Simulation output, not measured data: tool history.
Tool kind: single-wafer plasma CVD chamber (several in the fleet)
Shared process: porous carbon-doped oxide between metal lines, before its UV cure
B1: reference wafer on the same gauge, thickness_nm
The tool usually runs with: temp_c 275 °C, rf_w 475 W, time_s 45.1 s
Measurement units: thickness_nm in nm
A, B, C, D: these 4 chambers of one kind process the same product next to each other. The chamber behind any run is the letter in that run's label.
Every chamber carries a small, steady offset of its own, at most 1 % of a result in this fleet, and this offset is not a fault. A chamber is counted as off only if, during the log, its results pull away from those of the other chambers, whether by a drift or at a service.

run 1C hour=6.5 | temp_c=275 rf_w=475 time_s=45.1 | B1=255.03 | thickness_nm=269.81
run 2B hour=16.3 | temp_c=275 rf_w=475 time_s=45.1 | B1=255.11 | thickness_nm=274.38
run 3A hour=23.1 | temp_c=275 rf_w=475 time_s=45.1 | B1=255.17 | thickness_nm=272.60
-- hour=25.4 chamber C: thermocouple changed; heater temperature recalibrated
run 4D hour=32.8 | temp_c=275 rf_w=475 time_s=45.1 | B1=255.13 | thickness_nm=271.63
run 5B hour=39.8 | temp_c=275 rf_w=475 time_s=45.1 | B1=254.92 | thickness_nm=273.79
run 6A hour=46.8 | temp_c=275 rf_w=475 time_s=45.1 | B1=255.09 | thickness_nm=272.88
run 7C hour=54.0 | temp_c=275 rf_w=475 time_s=45.1 | B1=254.88 | thickness_nm=269.87
run 8D hour=59.9 | temp_c=275 rf_w=560 time_s=41.3 | B1=255.09 | thickness_nm=277.20
run 9B hour=67.1 | temp_c=275 rf_w=560 time_s=41.3 | B1=254.91 | thickness_nm=280.84
run 10D hour=72.9 | temp_c=275 rf_w=560 time_s=41.3 | B1=255.12 | thickness_nm=277.94
run 11C hour=77.5 | temp_c=275 rf_w=560 time_s=41.3 | B1=254.97 | thickness_nm=276.54
run 12A hour=81.7 | temp_c=275 rf_w=475 time_s=45.1 | B1=254.98 | thickness_nm=273.17
run 13C hour=86.1 | temp_c=275 rf_w=475 time_s=45.1 | B1=254.93 | thickness_nm=270.75
run 14A hour=92.3 | temp_c=275 rf_w=475 time_s=45.1 | B1=254.82 | thickness_nm=272.51
run 15B hour=98.8 | temp_c=275 rf_w=475 time_s=45.1 | B1=255.01 | thickness_nm=273.92
run 16D hour=105.6 | temp_c=275 rf_w=475 time_s=45.1 | B1=255.11 | thickness_nm=271.54
-- hour=108.2 chamber D: thermocouple changed; heater temperature recalibrated
run 17B hour=110.5 | temp_c=275 rf_w=475 time_s=45.1 | B1=254.97 | thickness_nm=273.92
run 18C hour=119.6 | temp_c=275 rf_w=475 time_s=45.1 | B1=255.07 | thickness_nm=270.30
run 19A hour=127.6 | temp_c=275 rf_w=475 time_s=45.1 | B1=255.06 | thickness_nm=273.38
run 20D hour=134.2 | temp_c=275 rf_w=475 time_s=45.1 | B1=254.90 | thickness_nm=276.93
run 21B hour=142.2 | temp_c=275 rf_w=475 time_s=45.1 | B1=254.93 | thickness_nm=273.89
run 22D hour=150.1 | temp_c=275 rf_w=475 time_s=51.2 | B1=255.00 | thickness_nm=312.91
run 23A hour=154.9 | temp_c=275 rf_w=475 time_s=51.2 | B1=255.01 | thickness_nm=307.99
run 24C hour=161.6 | temp_c=275 rf_w=475 time_s=51.2 | B1=255.01 | thickness_nm=306.29
run 25D hour=168.8 | temp_c=275 rf_w=475 time_s=51.2 | B1=254.90 | thickness_nm=312.92
run 26A hour=176.3 | temp_c=275 rf_w=475 time_s=45.1 | B1=254.99 | thickness_nm=272.97
run 27B hour=181.2 | temp_c=286 rf_w=415 time_s=45.1 | B1=255.03 | thickness_nm=229.81
run 28C hour=188.2 | temp_c=286 rf_w=415 time_s=45.1 | B1=254.89 | thickness_nm=229.60
run 29D hour=194.9 | temp_c=286 rf_w=415 time_s=45.1 | B1=254.91 | thickness_nm=233.14
run 30B hour=204.4 | temp_c=286 rf_w=415 time_s=45.1 | B1=255.02 | thickness_nm=231.22
run 31A hour=213.9 | temp_c=275 rf_w=475 time_s=45.1 | B1=255.09 | thickness_nm=272.82
run 32C hour=223.1 | temp_c=275 rf_w=530 time_s=41.8 | B1=254.89 | thickness_nm=270.23
run 33D hour=228.2 | temp_c=275 rf_w=530 time_s=41.8 | B1=254.94 | thickness_nm=278.07
run 34C hour=233.6 | temp_c=275 rf_w=530 time_s=41.8 | B1=254.93 | thickness_nm=270.33
run 35A hour=239.7 | temp_c=275 rf_w=530 time_s=41.8 | B1=255.00 | thickness_nm=272.81
run 36B hour=249.5 | temp_c=275 rf_w=475 time_s=45.1 | B1=254.98 | thickness_nm=272.97
run 37A hour=255.1 | temp_c=275 rf_w=475 time_s=45.1 | B1=255.04 | thickness_nm=273.79

One chamber off, gauge drift, or nothing amiss beyond the chambers' own small offsets? If it is a chamber, which one, and what is the likeliest cause?

The work done on chamber D during a service left it standing apart from the others.
Most likely cause: wafer temperature below the value expected at the setpoint (K) = 3.28.

Below are 4 candidate recipes for chamber D's next run, each the usual settings with a change, their results shown as question marks. Which of them brings D's results back in line with what the other chambers give on the usual settings?
Maximum distance from the other chambers' mean on the usual settings for a result to count as in line: thickness_nm 2.30 nm
run 38D-1 hour=262.1 | temp_c=277 rf_w=475 time_s=45.1 | thickness_nm=?
run 38D-2 hour=262.1 | temp_c=276 rf_w=460 time_s=45.1 | thickness_nm=?
run 38D-3 hour=262.1 | temp_c=275 rf_w=480 time_s=45.5 | thickness_nm=?
run 38D-4 hour=262.1 | temp_c=275 rf_w=495 time_s=45.1 | thickness_nm=?

What the other chambers average on the usual settings: thickness_nm 272.46 nm
run=38D-1 thickness_nm=273.02
run=38D-2 thickness_nm=268.93
run=38D-3 thickness_nm=281.00
run=38D-4 thickness_nm=284.42
38D-1 is the one that brings the chamber's results back in line with the other chambers.

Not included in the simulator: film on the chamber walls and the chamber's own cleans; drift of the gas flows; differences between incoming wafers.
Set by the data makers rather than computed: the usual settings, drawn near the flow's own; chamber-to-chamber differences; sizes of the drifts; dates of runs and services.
